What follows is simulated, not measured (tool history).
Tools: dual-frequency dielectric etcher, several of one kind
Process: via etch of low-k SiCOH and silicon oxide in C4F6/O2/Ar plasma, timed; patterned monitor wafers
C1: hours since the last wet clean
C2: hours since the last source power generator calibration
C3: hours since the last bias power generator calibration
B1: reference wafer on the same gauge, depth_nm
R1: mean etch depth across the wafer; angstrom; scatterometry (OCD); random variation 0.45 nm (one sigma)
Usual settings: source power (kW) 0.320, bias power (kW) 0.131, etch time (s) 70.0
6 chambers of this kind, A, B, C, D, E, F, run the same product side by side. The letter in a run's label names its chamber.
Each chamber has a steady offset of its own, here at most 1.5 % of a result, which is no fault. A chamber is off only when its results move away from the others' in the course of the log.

{"hour": 4.6, "done": "chamber D: wet clean of the chamber"}
{"run": "1D", "hour": 6.3, "source power (kW)": 0.32, "bias power (kW)": 0.131, "etch time (s)": 70.0, "C1": 1.7, "C2": 1608.2, "C3": 1923.2, "B1": 167.85, "R1": 1498.3}
{"run": "2C", "hour": 11.6, "source power (kW)": 0.32, "bias power (kW)": 0.131, "etch time (s)": 70.0, "C1": 505.3, "C2": 1943.1, "C3": 400.9, "B1": 168.1, "R1": 1513.1}
{"run": "3B", "hour": 18.3, "source power (kW)": 0.32, "bias power (kW)": 0.131, "etch time (s)": 70.0, "C1": 157.3, "C2": 2845.3, "C3": 917.8, "B1": 168.1, "R1": 1514.2}
{"run": "4E", "hour": 21.4, "source power (kW)": 0.32, "bias power (kW)": 0.131, "etch time (s)": 70.0, "C1": 105.0, "C2": 1464.1, "C3": 981.9, "B1": 168.02, "R1": 1515.1}
{"run": "5F", "hour": 24.4, "source power (kW)": 0.32, "bias power (kW)": 0.131, "etch time (s)": 70.0, "C1": 233.3, "C2": 3498.7, "C3": 224.8, "B1": 167.97, "R1": 1538.6}
{"run": "6A", "hour": 28.2, "source power (kW)": 0.39, "bias power (kW)": 0.109, "etch time (s)": 70.0, "C1": 126.9, "C2": 3031.1, "C3": 2773.1, "B1": 168.01, "R1": 1546.8}
{"run": "7D", "hour": 33.7, "source power (kW)": 0.39, "bias power (kW)": 0.109, "etch time (s)": 70.0, "C1": 29.1, "C2": 1635.6, "C3": 1950.6, "B1": 168.1, "R1": 1546.3}
{"run": "8A", "hour": 39.4, "source power (kW)": 0.39, "bias power (kW)": 0.109, "etch time (s)": 70.0, "C1": 138.1, "C2": 3042.3, "C3": 2784.3, "B1": 168.02, "R1": 1550.4}
{"run": "9B", "hour": 43.2, "source power (kW)": 0.39, "bias power (kW)": 0.109, "etch time (s)": 70.0, "C1": 182.2, "C2": 2870.2, "C3": 942.7, "B1": 167.99, "R1": 1540.3}
{"run": "10E", "hour": 47.7, "source power (kW)": 0.39, "bias power (kW)": 0.109, "etch time (s)": 70.0, "C1": 131.3, "C2": 1490.4, "C3": 1008.2, "B1": 167.87, "R1": 1551.8}
{"run": "11F", "hour": 54.5, "source power (kW)": 0.39, "bias power (kW)": 0.109, "etch time (s)": 70.0, "C1": 263.4, "C2": 3528.8, "C3": 254.9, "B1": 167.92, "R1": 1575.6}
{"run": "12C", "hour": 58.8, "source power (kW)": 0.32, "bias power (kW)": 0.131, "etch time (s)": 70.0, "C1": 552.5, "C2": 1990.3, "C3": 448.1, "B1": 168.09, "R1": 1515.8}
{"run": "13D", "hour": 63.0, "source power (kW)": 0.32, "bias power (kW)": 0.131, "etch time (s)": 70.0, "C1": 58.4, "C2": 1664.9, "C3": 1979.9, "B1": 168.04, "R1": 1504.1}
{"run": "14E", "hour": 68.7, "source power (kW)": 0.32, "bias power (kW)": 0.131, "etch time (s)": 70.0, "C1": 152.3, "C2": 1511.4, "C3": 1029.2, "B1": 168.02, "R1": 1506.8}
{"run": "15B", "hour": 74.3, "source power (kW)": 0.25, "bias power (kW)": 0.145, "etch time (s)": 70.0, "C1": 213.3, "C2": 2901.3, "C3": 973.8, "B1": 167.93, "R1": 1415.2}
{"run": "16F", "hour": 78.5, "source power (kW)": 0.25, "bias power (kW)": 0.145, "etch time (s)": 70.0, "C1": 287.4, "C2": 3552.8, "C3": 278.9, "B1": 168.0, "R1": 1431.8}
{"run": "17C", "hour": 82.9, "source power (kW)": 0.25, "bias power (kW)": 0.145, "etch time (s)": 70.0, "C1": 576.6, "C2": 2014.4, "C3": 472.2, "B1": 167.92, "R1": 1421.4}
{"run": "18A", "hour": 88.9, "source power (kW)": 0.25, "bias power (kW)": 0.145, "etch time (s)": 70.0, "C1": 187.6, "C2": 3091.8, "C3": 2833.8, "B1": 167.98, "R1": 1413.0}
{"run": "19F", "hour": 95.4, "source power (kW)": 0.25, "bias power (kW)": 0.145, "etch time (s)": 70.0, "C1": 304.3, "C2": 3569.7, "C3": 295.8, "B1": 168.06, "R1": 1435.9}
{"run": "20C", "hour": 101.2, "source power (kW)": 0.25, "bias power (kW)": 0.145, "etch time (s)": 70.0, "C1": 594.9, "C2": 2032.7, "C3": 490.5, "B1": 167.98, "R1": 1405.8}
{"run": "21B", "hour": 106.4, "source power (kW)": 0.32, "bias power (kW)": 0.131, "etch time (s)": 70.0, "C1": 245.4, "C2": 2933.4, "C3": 1005.9, "B1": 168.03, "R1": 1510.5}
{"run": "22E", "hour": 112.1, "source power (kW)": 0.32, "bias power (kW)": 0.131, "etch time (s)": 70.0, "C1": 195.7, "C2": 1554.8, "C3": 1072.6, "B1": 167.98, "R1": 1499.6}
{"run": "23D", "hour": 115.3, "source power (kW)": 0.32, "bias power (kW)": 0.117, "etch time (s)": 70.0, "C1": 110.7, "C2": 1717.2, "C3": 2032.2, "B1": 168.02, "R1": 1450.3}
{"run": "24A", "hour": 120.0, "source power (kW)": 0.32, "bias power (kW)": 0.117, "etch time (s)": 70.0, "C1": 218.7, "C2": 3122.9, "C3": 2864.9, "B1": 168.02, "R1": 1458.8}
{"run": "25C", "hour": 123.9, "source power (kW)": 0.32, "bias power (kW)": 0.117, "etch time (s)": 70.0, "C1": 617.6, "C2": 2055.4, "C3": 513.2, "B1": 168.02, "R1": 1461.2}
{"hour": 124.8, "done": "chamber C: wet clean of the chamber"}
{"run": "26F", "hour": 128.8, "source power (kW)": 0.32, "bias power (kW)": 0.117, "etch time (s)": 70.0, "C1": 337.7, "C2": 3603.1, "C3": 329.2, "B1": 168.05, "R1": 1487.8}
{"run": "27A", "hour": 132.8, "source power (kW)": 0.32, "bias power (kW)": 0.117, "etch time (s)": 70.0, "C1": 231.5, "C2": 3135.7, "C3": 2877.7, "B1": 168.05, "R1": 1460.1}
{"run": "28B", "hour": 137.1, "source power (kW)": 0.32, "bias power (kW)": 0.117, "etch time (s)": 70.0, "C1": 276.1, "C2": 2964.1, "C3": 1036.6, "B1": 167.97, "R1": 1467.1}
{"run": "29D", "hour": 140.2, "source power (kW)": 0.32, "bias power (kW)": 0.131, "etch time (s)": 70.0, "C1": 135.6, "C2": 1742.1, "C3": 2057.1, "B1": 167.88, "R1": 1512.3}
{"run": "30E", "hour": 146.4, "source power (kW)": 0.32, "bias power (kW)": 0.131, "etch time (s)": 70.0, "C1": 230.0, "C2": 1589.1, "C3": 1106.9, "B1": 167.93, "R1": 1471.6}
{"run": "31F", "hour": 152.5, "source power (kW)": 0.32, "bias power (kW)": 0.131, "etch time (s)": 70.0, "C1": 361.4, "C2": 3626.8, "C3": 352.9, "B1": 167.96, "R1": 1530.9}
{"run": "32B", "hour": 159.1, "source power (kW)": 0.32, "bias power (kW)": 0.131, "etch time (s)": 70.0, "C1": 298.1, "C2": 2986.1, "C3": 1058.6, "B1": 167.97, "R1": 1516.9}
{"run": "33A", "hour": 165.6, "source power (kW)": 0.32, "bias power (kW)": 0.131, "etch time (s)": 70.0, "C1": 264.3, "C2": 3168.5, "C3": 2910.5, "B1": 168.0, "R1": 1516.4}
{"run": "34D", "hour": 172.3, "source power (kW)": 0.32, "bias power (kW)": 0.157, "etch time (s)": 70.0, "C1": 167.7, "C2": 1774.2, "C3": 2089.2, "B1": 168.07, "R1": 1598.0}
{"run": "35E", "hour": 178.0, "source power (kW)": 0.32, "bias power (kW)": 0.157, "etch time (s)": 70.0, "C1": 261.6, "C2": 1620.7, "C3": 1138.5, "B1": 168.13, "R1": 1538.0}
{"run": "36C", "hour": 183.0, "source power (kW)": 0.32, "bias power (kW)": 0.157, "etch time (s)": 70.0, "C1": 58.2, "C2": 2114.5, "C3": 572.3, "B1": 168.15, "R1": 1602.8}

What goes on in this fleet: one chamber off, a drifting gauge, or nothing beyond the chambers' own small offsets? Name the chamber and the cause, if any.

Chamber E drifts away from the others.
Cause: etch rate under this chamber's usual, % = 3.73.

Here are 4 candidates for chamber E's next run, each the usual settings with a change, their results left as question marks. Which one brings its results back in line with what the others give on the usual settings?
In line means no further than this from the other chambers' mean on the usual settings: R1 16.0 angstrom
{"run": "37E-1", "hour": 187.9, "source power (kW)": 0.32, "bias power (kW)": 0.13, "etch time (s)": 67.5, "R1": "?"}
{"run": "37E-2", "hour": 187.9, "source power (kW)": 0.33, "bias power (kW)": 0.134, "etch time (s)": 70.0, "R1": "?"}
{"run": "37E-3", "hour": 187.9, "source power (kW)": 0.32, "bias power (kW)": 0.131, "etch time (s)": 69.0, "R1": "?"}
{"run": "37E-4", "hour": 187.9, "source power (kW)": 0.32, "bias power (kW)": 0.132, "etch time (s)": 73.0, "R1": "?"}

The other chambers' mean on the usual settings: R1 1515.0 angstrom
run=37E-1 R1=1398.1
run=37E-2 R1=1480.7
run=37E-3 R1=1432.4
run=37E-4 R1=1518.9
37E-4 brings the chamber back in line.

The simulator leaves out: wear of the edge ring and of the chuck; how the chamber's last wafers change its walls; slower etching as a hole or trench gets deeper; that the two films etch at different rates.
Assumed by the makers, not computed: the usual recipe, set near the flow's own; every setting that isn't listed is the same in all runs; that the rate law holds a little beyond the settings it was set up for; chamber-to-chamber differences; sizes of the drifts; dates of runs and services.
